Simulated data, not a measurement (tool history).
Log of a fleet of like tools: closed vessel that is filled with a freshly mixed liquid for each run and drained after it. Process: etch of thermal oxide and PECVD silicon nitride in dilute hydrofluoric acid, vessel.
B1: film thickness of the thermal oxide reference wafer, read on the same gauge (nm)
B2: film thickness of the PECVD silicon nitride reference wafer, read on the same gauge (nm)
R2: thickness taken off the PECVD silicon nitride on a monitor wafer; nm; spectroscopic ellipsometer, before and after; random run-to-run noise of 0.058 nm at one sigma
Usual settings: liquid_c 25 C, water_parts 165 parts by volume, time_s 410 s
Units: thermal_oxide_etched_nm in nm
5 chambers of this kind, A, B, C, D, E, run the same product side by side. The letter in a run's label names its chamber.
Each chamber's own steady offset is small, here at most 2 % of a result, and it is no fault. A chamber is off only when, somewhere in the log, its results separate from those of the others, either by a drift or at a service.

run 1E hour=6.7 | liquid_c=25 water_parts=165 time_s=410 | B1=90.031 B2=120.03 | thermal_oxide_etched_nm=11.142 R2=7.0102
run 2C hour=15.5 | liquid_c=25 water_parts=165 time_s=410 | B1=90.012 B2=119.97 | thermal_oxide_etched_nm=10.972 R2=6.8041
-- hour=19.4 chamber A: thermometer replaced
run 3A hour=23.3 | liquid_c=25 water_parts=165 time_s=410 | B1=90.027 B2=119.96 | thermal_oxide_etched_nm=11.226 R2=6.7109
run 4D hour=29.3 | liquid_c=25 water_parts=165 time_s=410 | B1=90.051 B2=119.98 | thermal_oxide_etched_nm=11.197 R2=6.8175
run 5B hour=38.5 | liquid_c=25 water_parts=165 time_s=410 | B1=89.997 B2=120.02 | thermal_oxide_etched_nm=10.811 R2=6.8115
run 6B hour=43 | liquid_c=25 water_parts=165 time_s=410 | B1=89.994 B2=120.05 | thermal_oxide_etched_nm=11.026 R2=6.775
run 7D hour=50.9 | liquid_c=25 water_parts=165 time_s=410 | B1=90.008 B2=120 | thermal_oxide_etched_nm=11.119 R2=6.9221
-- hour=52.2 chamber D: hydrofluoric acid flow meter replaced
run 8A hour=56.8 | liquid_c=25 water_parts=165 time_s=410 | B1=90.011 B2=120.03 | thermal_oxide_etched_nm=11.161 R2=6.8057
run 9C hour=63.3 | liquid_c=25 water_parts=165 time_s=410 | B1=89.991 B2=119.98 | thermal_oxide_etched_nm=10.97 R2=6.8579
run 10E hour=72.9 | liquid_c=25 water_parts=165 time_s=410 | B1=90.001 B2=119.97 | thermal_oxide_etched_nm=10.999 R2=6.7791
run 11A hour=78.1 | liquid_c=25 water_parts=165 time_s=410 | B1=90.003 B2=120.01 | thermal_oxide_etched_nm=10.999 R2=6.7186
run 12B hour=84.5 | liquid_c=25 water_parts=165 time_s=410 | B1=89.946 B2=119.98 | thermal_oxide_etched_nm=11.015 R2=6.7589
run 13D hour=92.5 | liquid_c=25 water_parts=165 time_s=410 | B1=89.989 B2=120 | thermal_oxide_etched_nm=11.205 R2=6.7444
run 14C hour=101.9 | liquid_c=25 water_parts=165 time_s=410 | B1=89.98 B2=119.99 | thermal_oxide_etched_nm=10.972 R2=6.8735
run 15E hour=109 | liquid_c=25 water_parts=165 time_s=410 | B1=90.005 B2=119.97 | thermal_oxide_etched_nm=11.133 R2=6.9536
run 16C hour=114.6 | liquid_c=23.5 water_parts=165 time_s=260 | B1=89.963 B2=119.99 | thermal_oxide_etched_nm=6.5981 R2=3.9088
run 17D hour=119.8 | liquid_c=23.5 water_parts=165 time_s=260 | B1=89.984 B2=120 | thermal_oxide_etched_nm=6.7597 R2=3.9181
run 18E hour=125.1 | liquid_c=23.5 water_parts=165 time_s=260 | B1=89.975 B2=120.02 | thermal_oxide_etched_nm=6.6819 R2=3.9566
run 19B hour=130.6 | liquid_c=23.5 water_parts=165 time_s=260 | B1=89.982 B2=120.06 | thermal_oxide_etched_nm=6.6811 R2=3.9821
run 20A hour=137.1 | liquid_c=23.5 water_parts=165 time_s=260 | B1=90.023 B2=120 | thermal_oxide_etched_nm=6.7645 R2=3.898
run 21A hour=142 | liquid_c=25 water_parts=165 time_s=410 | B1=90.006 B2=120.02 | thermal_oxide_etched_nm=11.005 R2=6.6119
run 22C hour=146.8 | liquid_c=25 water_parts=165 time_s=410 | B1=89.983 B2=120.02 | thermal_oxide_etched_nm=10.845 R2=6.7079
run 23B hour=152.1 | liquid_c=25 water_parts=165 time_s=410 | B1=90.028 B2=120.05 | thermal_oxide_etched_nm=11.089 R2=6.7729
run 24D hour=161.6 | liquid_c=25 water_parts=165 time_s=410 | B1=90.029 B2=120.01 | thermal_oxide_etched_nm=11.166 R2=6.7542
run 25E hour=169.9 | liquid_c=25 water_parts=165 time_s=410 | B1=90.017 B2=120.04 | thermal_oxide_etched_nm=11.127 R2=6.9204
run 26E hour=176.1 | liquid_c=25 water_parts=165 time_s=170 | B1=89.975 B2=119.99 | thermal_oxide_etched_nm=4.5384 R2=2.8666
run 27D hour=183.2 | liquid_c=25 water_parts=165 time_s=170 | B1=90.001 B2=120.03 | thermal_oxide_etched_nm=4.6685 R2=2.8994
run 28C hour=189 | liquid_c=25 water_parts=165 time_s=170 | B1=90.017 B2=120.03 | thermal_oxide_etched_nm=4.5271 R2=2.8385
run 29B hour=198.8 | liquid_c=25 water_parts=165 time_s=170 | B1=89.995 B2=119.99 | thermal_oxide_etched_nm=4.5395 R2=2.8494
run 30A hour=205.8 | liquid_c=25 water_parts=165 time_s=170 | B1=90.021 B2=120.02 | thermal_oxide_etched_nm=4.5527 R2=2.7824
run 31E hour=212.3 | liquid_c=25 water_parts=165 time_s=410 | B1=90.005 B2=120.02 | thermal_oxide_etched_nm=11.061 R2=6.8979
-- hour=214.3 chamber B: hydrofluoric acid flow meter replaced
run 32C hour=222.3 | liquid_c=28 water_parts=220 time_s=410 | B1=90.016 B2=120 | thermal_oxide_etched_nm=8.5284 R2=6.151
run 33A hour=231.9 | liquid_c=28 water_parts=220 time_s=410 | B1=89.975 B2=120.06 | thermal_oxide_etched_nm=8.7736 R2=6.104
run 34B hour=241.1 | liquid_c=28 water_parts=220 time_s=410 | B1=89.982 B2=119.99 | thermal_oxide_etched_nm=8.7144 R2=6.1963
run 35D hour=249 | liquid_c=28 water_parts=220 time_s=410 | B1=90.011 B2=119.97 | thermal_oxide_etched_nm=8.6704 R2=6.2257
run 36A hour=258.9 | liquid_c=28 water_parts=220 time_s=410 | B1=90.005 B2=120 | thermal_oxide_etched_nm=8.7214 R2=6.1204

All chambers now run identical settings, listed one chamber a line with results as question marks. What results will each chamber show?
run 37A hour=266 | liquid_c=28.5 water_parts=165 time_s=410 | thermal_oxide_etched_nm=? R2=?
run 37B hour=266 | liquid_c=28.5 water_parts=165 time_s=410 | thermal_oxide_etched_nm=? R2=?
run 37C hour=266 | liquid_c=28.5 water_parts=165 time_s=410 | thermal_oxide_etched_nm=? R2=?
run 37D hour=266 | liquid_c=28.5 water_parts=165 time_s=410 | thermal_oxide_etched_nm=? R2=?
run 37E hour=266 | liquid_c=28.5 water_parts=165 time_s=410 | thermal_oxide_etched_nm=? R2=?

run=37A thermal_oxide_etched_nm=12.526 R2=8.4006
run=37B thermal_oxide_etched_nm=12.665 R2=8.5163
run=37C thermal_oxide_etched_nm=12.397 R2=8.4953
run=37D thermal_oxide_etched_nm=12.685 R2=8.4626
run=37E thermal_oxide_etched_nm=12.506 R2=8.627

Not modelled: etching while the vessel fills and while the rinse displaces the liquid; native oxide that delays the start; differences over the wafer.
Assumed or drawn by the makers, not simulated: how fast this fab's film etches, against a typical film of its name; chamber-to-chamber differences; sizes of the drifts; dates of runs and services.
